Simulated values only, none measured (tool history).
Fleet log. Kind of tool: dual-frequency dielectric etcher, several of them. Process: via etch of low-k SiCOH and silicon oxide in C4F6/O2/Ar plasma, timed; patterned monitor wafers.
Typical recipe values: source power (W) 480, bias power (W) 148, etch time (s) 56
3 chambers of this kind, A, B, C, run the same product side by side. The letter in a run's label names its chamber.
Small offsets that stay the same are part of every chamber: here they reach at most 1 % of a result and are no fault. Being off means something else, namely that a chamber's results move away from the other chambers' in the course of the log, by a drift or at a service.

run	hour	source power (W)	bias power (W)	etch time (s)	hours since the last wet clean	hours since the last source power generator calibration	hours since the last bias power generator calibration	read-back reference wafer on the same gauge, depth_nm	mean etch depth across the wafer (Å)
1C	4.6	480	148	56	196.5	127.1	2311.6	175.96	1468.7
2A	8.5	480	148	56	36.9	263.6	1100.8	175.96	1477.7
3B	15.9	480	148	56	122.0	1248.3	1792.5	175.94	1467.3
4B	22.5	480	148	56	128.6	1254.9	1799.1	175.91	1464.8
5A	29.8	480	148	56	58.2	284.9	1122.1	175.88	1473.7
6C	37.7	480	148	56	229.6	160.2	2344.7	175.83	1468.0
7A	42.2	480	148	56	70.6	297.3	1134.5	175.85	1472.2
8B	49.0	480	148	56	155.1	1281.4	1825.6	175.80	1465.4
9C	53.9	480	148	56	245.8	176.4	2360.9	175.82	1464.9
10C	61.3	480	148	56	253.2	183.8	2368.3	175.71	1465.0
11A	68.6	480	148	56	97.0	323.7	1160.9	175.73	1472.3
12B	72.9	480	148	56	179.0	1305.3	1849.5	175.67	1462.9
13B	78.4	480	148	56	184.5	1310.8	1855.0	175.66	1464.9
14C	84.3	530	148	56	276.2	206.8	2391.3	175.65	1519.6
15A	91.8	530	148	56	120.2	346.9	1184.1	175.64	1531.2
16C	96.5	530	148	56	288.4	219.0	2403.5	175.53	1522.8
17A	103.8	480	148	56	132.2	358.9	1196.1	175.57	1472.4
18B	111.7	480	148	56	217.8	1344.1	1888.3	175.51	1462.1
19C	115.8	480	148	56	307.7	238.3	2422.8	175.49	1465.3
20A	122.4	480	148	56	150.8	377.5	1214.7	175.44	1470.9
21B	125.9	480	148	45	232.0	1358.3	1902.5	175.42	1176.1
22A	131.6	480	148	45	160.0	386.7	1223.9	175.47	1181.2
23C	138.0	480	148	45	329.9	260.5	2445.0	175.41	1176.2
24B	145.7	480	148	56	251.8	1378.1	1922.3	175.35	1463.0
25C	150.3	480	148	56	342.2	272.8	2457.3	175.31	1459.3
26A	156.9	480	148	56	185.3	412.0	1249.2	175.27	1467.8
27B	161.4	480	148	56	267.5	1393.8	1938.0	175.31	1459.1
28B	166.9	480	148	56	273.0	1399.3	1943.5	175.26	1460.8

Is one chamber off against the others, does the gauge drift, or is nothing wrong? If a chamber is off, say which, and what the likeliest cause is.

None of the chambers is off. What moves is the gauge, dragging all their readings along together.
What lies behind it: gauge reads low (%) = 0.431.

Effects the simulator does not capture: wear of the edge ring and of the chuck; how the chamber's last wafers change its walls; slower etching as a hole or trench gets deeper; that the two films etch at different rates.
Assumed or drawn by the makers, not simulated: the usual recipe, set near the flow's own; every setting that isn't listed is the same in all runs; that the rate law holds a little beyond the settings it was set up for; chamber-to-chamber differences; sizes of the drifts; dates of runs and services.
